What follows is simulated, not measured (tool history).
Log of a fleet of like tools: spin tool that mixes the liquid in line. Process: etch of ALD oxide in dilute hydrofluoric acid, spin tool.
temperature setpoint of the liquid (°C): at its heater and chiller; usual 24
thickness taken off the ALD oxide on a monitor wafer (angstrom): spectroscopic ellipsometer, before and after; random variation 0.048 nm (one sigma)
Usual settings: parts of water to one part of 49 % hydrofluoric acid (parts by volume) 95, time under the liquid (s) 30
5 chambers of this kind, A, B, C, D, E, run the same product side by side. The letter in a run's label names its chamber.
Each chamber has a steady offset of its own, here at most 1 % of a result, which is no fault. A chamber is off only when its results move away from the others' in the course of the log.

run   hour  temperature setpoint of the liquid (°C)  parts of water to one part of 49 % hydrofluoric acid (parts by volume)  time under the liquid (s)  hours since the thermometer was replaced  hours since the hydrofluoric acid flow meter was replaced  read-back film thickness of the ALD oxide reference wafer, read on the same gauge (nm)  thickness taken off the ALD oxide on a monitor wafer (angstrom)
 1C    6.5                                       24                                                                      95                         30                                     649.7                                                      192.2                                                                                     130                                                           70.881
 2A   15.1                                       24                                                                      95                         30                                     361.9                                                      881.9                                                                                  130.01                                                           70.585
 3E   25.7                                       24                                                                      95                         30                                     948.4                                                     1990.2                                                                                     130                                                           69.119
 4D   30.7                                       24                                                                      95                         30                                    2102.4                                                      259.8                                                                                  129.96                                                           69.266
 5B   40.7                                       24                                                                      95                         30                                     800.7                                                      427.2                                                                                  129.98                                                           69.723
 6D   46.3                                       24                                                                      95                         30                                      2118                                                      275.4                                                                                     130                                                           70.264
 7A   53.6                                       24                                                                      95                         30                                     400.4                                                      920.4                                                                                  129.97                                                           69.267
 8E   59.6                                       24                                                                      95                         30                                     982.3                                                     2024.1                                                                                  129.98                                                           69.713
 9C   68.3                                       24                                                                      95                         30                                     711.5                                                        254                                                                                  130.01                                                           70.112
10B   76.2                                       24                                                                      95                         30                                     836.2                                                      462.7                                                                                  130.04                                                           71.421
11C   85.1                                       24                                                                      95                         30                                     728.3                                                      270.8                                                                                  129.98                                                           70.506
      87.2  -- chamber B: thermometer replaced
12E   90.5                                       24                                                                      95                         30                                    1013.2                                                       2055                                                                                  129.99                                                           69.626
13B   95.8                                       24                                                                      95                         30                                       8.6                                                      482.3                                                                                  129.99                                                           69.042
14A  105.6                                       24                                                                      95                         30                                     452.4                                                      972.4                                                                                     130                                                           69.178
15D  115.6                                       24                                                                      95                         30                                    2187.3                                                      344.7                                                                                  130.01                                                           70.095
16E  120.5                                       24                                                                      95                         30                                    1043.2                                                       2085                                                                                     130                                                           70.007
17B  128.6                                       24                                                                      95                         30                                      41.4                                                      515.1                                                                                  130.01                                                           69.125
18A  134.7                                       20                                                                      95                         35                                     481.5                                                     1001.5                                                                                  130.03                                                           69.539
19D  142.3                                       20                                                                      95                         35                                      2214                                                      371.4                                                                                  129.99                                                            69.08
20C  152.6                                       20                                                                      95                         35                                     795.8                                                      338.3                                                                                  130.01                                                           71.299
21E  163.3                                       20                                                                      95                         35                                      1086                                                     2127.8                                                                                  129.98                                                           69.766
22D  172.2                                       20                                                                      95                         35                                    2243.9                                                      401.3                                                                                     130                                                           70.002
23C  180.9                                       24                                                                      95                         30                                     824.1                                                      366.6                                                                                     130                                                           71.849
24A  186.5                                       24                                                                      95                         30                                     533.3                                                     1053.3                                                                                     130                                                           70.366
25B  191.5                                       24                                                                      95                         30                                     104.3                                                        578                                                                                  129.99                                                           69.661
26E  200.3                                       24                                                                      95                         30                                      1123                                                     2164.8                                                                                     130                                                           69.237
     201.7  -- chamber B: hydrofluoric acid flow meter replaced
27D  205.2                                       24                                                                      95                         30                                    2276.9                                                      434.3                                                                                  129.99                                                            69.67
28A  209.9                                       24                                                                      95                         30                                     556.7                                                     1076.7                                                                                  130.02                                                           70.246
29B  215.2                                       24                                                                      95                         30                                       128                                                       13.5                                                                                  130.01                                                           69.114
30C    221                                       24                                                                      95                         30                                     864.2                                                      406.7                                                                                     130                                                            72.87
31E  230.5                                       27                                                                      60                         30                                    1153.2                                                       2195                                                                                     130                                                           131.56
32D  238.3                                       27                                                                      60                         30                                      2310                                                      467.4                                                                                  130.01                                                           128.11
33A  244.4                                       27                                                                      60                         30                                     591.2                                                     1111.2                                                                                  130.01                                                           130.57
34B  254.2                                       27                                                                      60                         30                                       167                                                       52.5                                                                                  130.01                                                           130.45
35C  261.6                                       27                                                                      60                         30                                     904.8                                                      447.3                                                                                  130.03                                                           136.14
36C  272.1                                       24                                                                      95                         30                                     915.3                                                      457.8                                                                                  129.98                                                           72.903
37E    280                                       24                                                                      95                         30                                    1202.7                                                     2244.5                                                                                  129.99                                                           69.933
38B  290.1                                       24                                                                      95                         30                                     202.9                                                       88.4                                                                                  130.02                                                           69.705
39D  296.3                                       24                                                                      95                         30                                      2368                                                      525.4                                                                                     130                                                           69.791
     304.5  -- chamber D: hydrofluoric acid flow meter replaced
40A  304.9                                       24                                                                      95                         30                                     651.7                                                     1171.7                                                                                  129.99                                                           70.422
41D  310.9                                       24                                                                      95                         30                                    2382.6                                                        6.5                                                                                  129.99                                                           69.976
42C  320.4                                       24                                                                      95                         30                                     963.6                                                      506.1                                                                                  129.99                                                           73.424
43B  331.1                                       24                                                                      95                         30                                     243.9                                                      129.4                                                                                  129.99                                                            69.19

Is one chamber off against the others, does the gauge drift, or is nothing wrong? If a chamber is off, say which, and what the likeliest cause is.

Chamber C drifts away from the others.
Cause: liquid hotter than its thermometer reads (K) = 1.29.
The log may not tell that from: hydrofluoric acid flow above the setpoint (%).

Here are 4 candidates for chamber C's next run, each the usual settings with a change, their results left as question marks. Which one brings its results back in line with what the others give on the usual settings?
In line means no further than this from the other chambers' mean on the usual settings: thickness taken off the ALD oxide on a monitor wafer (angstrom) 1.7
44C-1  338.9                                     24.5                                                                      95                         30                                                                                                                                                                                                                                                             ?
44C-2  338.9                                       24                                                                      90                         30                                                                                                                                                                                                                                                             ?
44C-3  338.9                                       24                                                                     100                         30                                                                                                                                                                                                                                                             ?
44C-4  338.9                                     23.5                                                                      95                         30                                                                                                                                                                                                                                                             ?

The other chambers' mean on the usual settings: thickness taken off the ALD oxide on a monitor wafer (angstrom) 69.965
  run  thickness taken off the ALD oxide on a monitor wafer (angstrom)
44C-1                                                           75.323
44C-2                                                           78.434
44C-3                                                           69.696
44C-4                                                           72.392
44C-3 brings the chamber back in line.
